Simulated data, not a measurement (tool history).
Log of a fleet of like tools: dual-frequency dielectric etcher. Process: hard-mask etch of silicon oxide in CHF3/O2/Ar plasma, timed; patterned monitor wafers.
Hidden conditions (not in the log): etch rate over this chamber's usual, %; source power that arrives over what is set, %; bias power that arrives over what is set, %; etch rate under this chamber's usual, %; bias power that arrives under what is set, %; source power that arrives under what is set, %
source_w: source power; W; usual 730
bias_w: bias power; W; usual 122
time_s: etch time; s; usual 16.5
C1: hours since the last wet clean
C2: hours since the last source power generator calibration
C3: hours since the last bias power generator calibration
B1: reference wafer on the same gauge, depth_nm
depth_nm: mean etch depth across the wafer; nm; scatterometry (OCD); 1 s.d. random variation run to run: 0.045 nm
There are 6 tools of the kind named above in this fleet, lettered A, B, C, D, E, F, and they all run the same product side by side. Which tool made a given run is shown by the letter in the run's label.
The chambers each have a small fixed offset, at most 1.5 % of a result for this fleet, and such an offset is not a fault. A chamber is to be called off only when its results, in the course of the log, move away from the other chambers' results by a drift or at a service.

Run 1E, day 0.242: usual settings; C1 542.9; C2 65.5; C3 2353.8; B1 28.200. Result: depth_nm 31.362 nm.
Run 2B, day 0.462: usual settings; C1 52.6; C2 1577.8; C3 80.4; B1 28.194. Result: depth_nm 31.239 nm.
At day 0.558: chamber E: wet clean of the chamber.
Run 3D, day 0.654: usual settings; C1 281.2; C2 138.4; C3 969.1; B1 28.186. Result: depth_nm 31.126 nm.
Run 4C, day 0.838: usual settings; C1 253.1; C2 3642.2; C3 2661.3; B1 28.196. Result: depth_nm 31.236 nm.
Run 5F, day 0.996: usual settings; C1 210.3; C2 3101.1; C3 592.2; B1 28.176. Result: depth_nm 31.092 nm.
Run 6A, day 1.158: usual settings but time_s 13.5 s; C1 393.5; C2 2058.8; C3 163.6; B1 28.179. Result: depth_nm 25.264 nm.
Run 7E, day 1.450: usual settings but time_s 13.5 s; C1 21.5; C2 94.5; C3 2382.8; B1 28.159. Result: depth_nm 25.667 nm.
Run 8B, day 1.708: usual settings but time_s 13.5 s; C1 82.5; C2 1607.7; C3 110.3; B1 28.162. Result: depth_nm 25.526 nm.
Run 9A, day 1.962: usual settings but time_s 13.5 s; C1 412.8; C2 2078.1; C3 182.9; B1 28.174. Result: depth_nm 25.308 nm.
Run 10D, day 2.096: usual settings but time_s 13.5 s; C1 315.8; C2 173.0; C3 1003.7; B1 28.163. Result: depth_nm 25.483 nm.
Run 11C, day 2.317: usual settings but time_s 13.5 s; C1 288.6; C2 3677.7; C3 2696.8; B1 28.165. Result: depth_nm 25.474 nm.
At day 2.488: chamber A: wet clean of the chamber.
Run 12F, day 2.579: usual settings; C1 248.3; C2 3139.1; C3 630.2; B1 28.145. Result: depth_nm 31.071 nm.
Run 13D, day 2.779: usual settings; C1 332.2; C2 189.4; C3 1020.1; B1 28.166. Result: depth_nm 31.076 nm.
Run 14F, day 3.050: usual settings; C1 259.6; C2 3150.4; C3 641.5; B1 28.145. Result: depth_nm 31.053 nm.
Run 15A, day 3.192: usual settings; C1 16.9; C2 2107.6; C3 212.4; B1 28.137. Result: depth_nm 30.880 nm.
Run 16E, day 3.492: usual settings; C1 70.5; C2 143.5; C3 2431.8; B1 28.123. Result: depth_nm 31.314 nm.
Run 17B, day 3.646: usual settings; C1 129.0; C2 1654.2; C3 156.8; B1 28.140. Result: depth_nm 31.073 nm.
Run 18C, day 3.933: usual settings; C1 327.4; C2 3716.5; C3 2735.6; B1 28.133. Result: depth_nm 31.117 nm.
Run 19E, day 4.133: usual settings; C1 85.9; C2 158.9; C3 2447.2; B1 28.137. Result: depth_nm 31.365 nm.
Run 20B, day 4.421: usual settings; C1 147.6; C2 1672.8; C3 175.4; B1 28.120. Result: depth_nm 31.225 nm.
Run 21C, day 4.596: usual settings; C1 343.3; C2 3732.4; C3 2751.5; B1 28.122. Result: depth_nm 31.182 nm.
Run 22D, day 4.838: usual settings; C1 381.6; C2 238.8; C3 1069.5; B1 28.110. Result: depth_nm 30.996 nm.
Run 23A, day 4.996: usual settings; C1 60.2; C2 2150.9; C3 255.7; B1 28.107. Result: depth_nm 30.907 nm.
Run 24F, day 5.146: usual settings; C1 309.9; C2 3200.7; C3 691.8; B1 28.118. Result: depth_nm 31.087 nm.
Run 25B, day 5.438: usual settings; C1 172.0; C2 1697.2; C3 199.8; B1 28.107. Result: depth_nm 30.978 nm.
Run 26E, day 5.721: usual settings; C1 124.0; C2 197.0; C3 2485.3; B1 28.093. Result: depth_nm 31.297 nm.
At day 5.967: chamber C: wet clean of the chamber.
Run 27D, day 5.992: usual settings; C1 409.3; C2 266.5; C3 1097.2; B1 28.094. Result: depth_nm 31.112 nm.
Run 28F, day 6.162: usual settings; C1 334.3; C2 3225.1; C3 716.2; B1 28.088. Result: depth_nm 30.955 nm.
Run 29C, day 6.346: usual settings; C1 9.1; C2 3774.4; C3 2793.5; B1 28.082. Result: depth_nm 31.085 nm.
Run 30A, day 6.504: usual settings; C1 96.4; C2 2187.1; C3 291.9; B1 28.094. Result: depth_nm 30.816 nm.
At day 6.654: chamber F: source power generator calibrated.
Run 31D, day 6.729: usual settings but bias_w 112 W; C1 427.0; C2 284.2; C3 1114.9; B1 28.086. Result: depth_nm 30.284 nm.
At day 6.842: chamber D: wet clean of the chamber.
Run 32C, day 6.929: usual settings but bias_w 112 W; C1 23.1; C2 3788.4; C3 2807.5; B1 28.070. Result: depth_nm 30.376 nm.
At day 7.133: chamber A: source power generator calibrated.
Run 33E, day 7.212: usual settings but bias_w 112 W; C1 159.8; C2 232.8; C3 2521.1; B1 28.072. Result: depth_nm 30.459 nm.
Run 34B, day 7.438: usual settings but bias_w 112 W; C1 220.0; C2 1745.2; C3 247.8; B1 28.068. Result: depth_nm 30.291 nm.
Run 35F, day 7.717: usual settings but bias_w 112 W; C1 371.6; C2 25.6; C3 753.5; B1 28.070. Result: depth_nm 30.168 nm.
Run 36A, day 7.979: usual settings but bias_w 112 W; C1 131.8; C2 20.3; C3 327.3; B1 28.067. Result: depth_nm 30.041 nm.
Run 37C, day 8.117: usual settings; C1 51.6; C2 3816.9; C3 2836.0; B1 28.058. Result: depth_nm 31.024 nm.
Run 38E, day 8.271: usual settings; C1 185.2; C2 258.2; C3 2546.5; B1 28.063. Result: depth_nm 31.244 nm.
Run 39D, day 8.508: usual settings; C1 40.1; C2 326.9; C3 1157.6; B1 28.043. Result: depth_nm 31.087 nm.
Run 40B, day 8.696: usual settings; C1 250.2; C2 1775.4; C3 278.0; B1 28.044. Result: depth_nm 31.057 nm.
Run 41F, day 8.871: usual settings; C1 399.3; C2 53.3; C3 781.2; B1 28.037. Result: depth_nm 30.962 nm.
Run 42A, day 9.108: usual settings; C1 158.9; C2 47.4; C3 354.4; B1 28.038. Result: depth_nm 30.794 nm.
Run 43D, day 9.292: usual settings; C1 58.9; C2 345.7; C3 1176.4; B1 28.039. Result: depth_nm 30.922 nm.

For the next run the whole fleet of 6 chambers uses the same settings. Give each chamber's results:
Run 44A, day 9.504: usual settings but source_w 560 W. Result: depth_nm ?.
Run 44B, day 9.504: usual settings but source_w 560 W. Result: depth_nm ?.
Run 44C, day 9.504: usual settings but source_w 560 W. Result: depth_nm ?.
Run 44D, day 9.504: usual settings but source_w 560 W. Result: depth_nm ?.
Run 44E, day 9.504: usual settings but source_w 560 W. Result: depth_nm ?.
Run 44F, day 9.504: usual settings but source_w 560 W. Result: depth_nm ?.

run  depth_nm
44A    27.699
44B    27.894
44C    27.970
44D    27.932
44E    28.208
44F    27.927

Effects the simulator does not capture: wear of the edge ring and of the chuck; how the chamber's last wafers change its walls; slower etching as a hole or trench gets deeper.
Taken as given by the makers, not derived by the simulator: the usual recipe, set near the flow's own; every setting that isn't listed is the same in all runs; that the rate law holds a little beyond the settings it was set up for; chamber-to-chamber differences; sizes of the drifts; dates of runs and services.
